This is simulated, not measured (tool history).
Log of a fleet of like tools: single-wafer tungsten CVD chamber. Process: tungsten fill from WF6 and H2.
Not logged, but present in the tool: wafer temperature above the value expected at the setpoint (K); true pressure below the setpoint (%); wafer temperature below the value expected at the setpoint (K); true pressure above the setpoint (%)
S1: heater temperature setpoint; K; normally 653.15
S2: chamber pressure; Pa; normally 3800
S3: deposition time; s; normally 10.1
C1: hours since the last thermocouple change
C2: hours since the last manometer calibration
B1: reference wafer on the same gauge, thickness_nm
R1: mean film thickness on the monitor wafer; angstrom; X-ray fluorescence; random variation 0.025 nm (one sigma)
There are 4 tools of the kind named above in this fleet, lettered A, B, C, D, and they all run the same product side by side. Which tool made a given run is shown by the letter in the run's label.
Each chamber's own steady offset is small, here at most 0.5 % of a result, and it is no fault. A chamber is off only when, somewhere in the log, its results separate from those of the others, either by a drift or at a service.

run 1A day=0.321 | S1=653.15 S2=3800 S3=10.1 | C1=580.7 C2=831.5 | B1=20.204 | R1=194.25
run 2D day=0.55 | S1=653.15 S2=3800 S3=10.1 | C1=2007 C2=488.5 | B1=20.2 | R1=192.69
run 3C day=0.762 | S1=653.15 S2=3800 S3=10.1 | C1=2011.9 C2=685.3 | B1=20.207 | R1=193.57
run 4B day=1.008 | S1=653.15 S2=3800 S3=10.1 | C1=898.2 C2=1181.9 | B1=20.21 | R1=192.25
run 5D day=1.267 | S1=653.15 S2=3800 S3=10.1 | C1=2024.2 C2=505.7 | B1=20.21 | R1=193.02
run 6C day=1.629 | S1=653.15 S2=3800 S3=10.1 | C1=2032.7 C2=706.1 | B1=20.216 | R1=193.85
run 7B day=1.854 | S1=653.15 S2=3800 S3=10.1 | C1=918.5 C2=1202.2 | B1=20.221 | R1=192.78
run 8A day=2.104 | S1=653.15 S2=3800 S3=10.1 | C1=623.5 C2=874.3 | B1=20.228 | R1=194.34
run 9B day=2.375 | S1=653.15 S2=3800 S3=10.1 | C1=931 C2=1214.7 | B1=20.235 | R1=192.97
run 10A day=2.621 | S1=653.15 S2=3800 S3=10.1 | C1=635.9 C2=886.7 | B1=20.224 | R1=194.72
run 11D day=2.954 | S1=653.15 S2=3800 S3=10.1 | C1=2064.7 C2=546.2 | B1=20.23 | R1=193.44
run 12C day=3.217 | S1=653.15 S2=3800 S3=10.1 | C1=2070.8 C2=744.2 | B1=20.235 | R1=193.81
run 13C day=3.55 | S1=653.15 S2=3800 S3=10.1 | C1=2078.8 C2=752.2 | B1=20.246 | R1=193.94
run 14A day=3.85 | S1=653.15 S2=3800 S3=10.1 | C1=665.4 C2=916.2 | B1=20.248 | R1=195.06
-- day=3.925 chamber C: thermocouple changed; heater temperature recalibrated
run 15B day=4.104 | S1=653.15 S2=3800 S3=10.1 | C1=972.5 C2=1256.2 | B1=20.254 | R1=193.56
run 16D day=4.367 | S1=663.15 S2=3800 S3=10.1 | C1=2098.6 C2=580.1 | B1=20.252 | R1=235.47
run 17B day=4.721 | S1=663.15 S2=3800 S3=10.1 | C1=987.3 C2=1271 | B1=20.258 | R1=236.25
run 18A day=5 | S1=663.15 S2=3800 S3=10.1 | C1=693 C2=943.8 | B1=20.25 | R1=237.21
run 19D day=5.262 | S1=663.15 S2=3800 S3=10.1 | C1=2120.1 C2=601.6 | B1=20.257 | R1=236.09
run 20C day=5.429 | S1=653.15 S2=3800 S3=10.1 | C1=36.2 C2=797.3 | B1=20.259 | R1=194.07
run 21B day=5.621 | S1=653.15 S2=3800 S3=10.1 | C1=1008.9 C2=1292.6 | B1=20.263 | R1=193.13
run 22C day=5.783 | S1=653.15 S2=3800 S3=10.1 | C1=44.7 C2=805.8 | B1=20.268 | R1=194.12
-- day=5.821 chamber D: thermocouple changed; heater temperature recalibrated
run 23A day=6.129 | S1=653.15 S2=4293 S3=12.1 | C1=720.1 C2=970.9 | B1=20.263 | R1=247.72
run 24D day=6.329 | S1=653.15 S2=4293 S3=12.1 | C1=12.2 C2=627.2 | B1=20.27 | R1=246.23
run 25A day=6.633 | S1=653.15 S2=4293 S3=12.1 | C1=732.2 C2=983 | B1=20.268 | R1=247.84
run 26C day=7 | S1=653.15 S2=4293 S3=12.1 | C1=73.9 C2=835 | B1=20.273 | R1=246.06
run 27B day=7.212 | S1=653.15 S2=3800 S3=10.1 | C1=1047.1 C2=1330.8 | B1=20.276 | R1=193.42
run 28D day=7.371 | S1=653.15 S2=3800 S3=10.1 | C1=37.2 C2=652.2 | B1=20.281 | R1=193.96
run 29B day=7.662 | S1=653.15 S2=3800 S3=10.1 | C1=1057.9 C2=1341.6 | B1=20.289 | R1=193.56
run 30A day=7.9 | S1=653.15 S2=3800 S3=10.1 | C1=762.6 C2=1013.4 | B1=20.287 | R1=195.18
run 31C day=8.254 | S1=653.15 S2=3800 S3=10.1 | C1=104 C2=865.1 | B1=20.291 | R1=193.98
run 32D day=8.417 | S1=662.15 S2=4333 S3=10.1 | C1=62.3 C2=677.3 | B1=20.29 | R1=246.04
run 33B day=8.675 | S1=662.15 S2=4333 S3=10.1 | C1=1082.2 C2=1365.9 | B1=20.297 | R1=245.97
run 34A day=9.042 | S1=662.15 S2=4333 S3=10.1 | C1=790 C2=1040.8 | B1=20.3 | R1=248.22
run 35D day=9.367 | S1=662.15 S2=4333 S3=10.1 | C1=85.1 C2=700.1 | B1=20.304 | R1=245.93

Next, all 4 chambers run the settings below, one line each with question marks for the results. What does each chamber give?
run 36A day=9.633 | S1=648.15 S2=3800 S3=10.1 | R1=?
run 36B day=9.633 | S1=648.15 S2=3800 S3=10.1 | R1=?
run 36C day=9.633 | S1=648.15 S2=3800 S3=10.1 | R1=?
run 36D day=9.633 | S1=648.15 S2=3800 S3=10.1 | R1=?

run=36A R1=175.96
run=36B R1=174.53
run=36C R1=174.98
run=36D R1=175.34
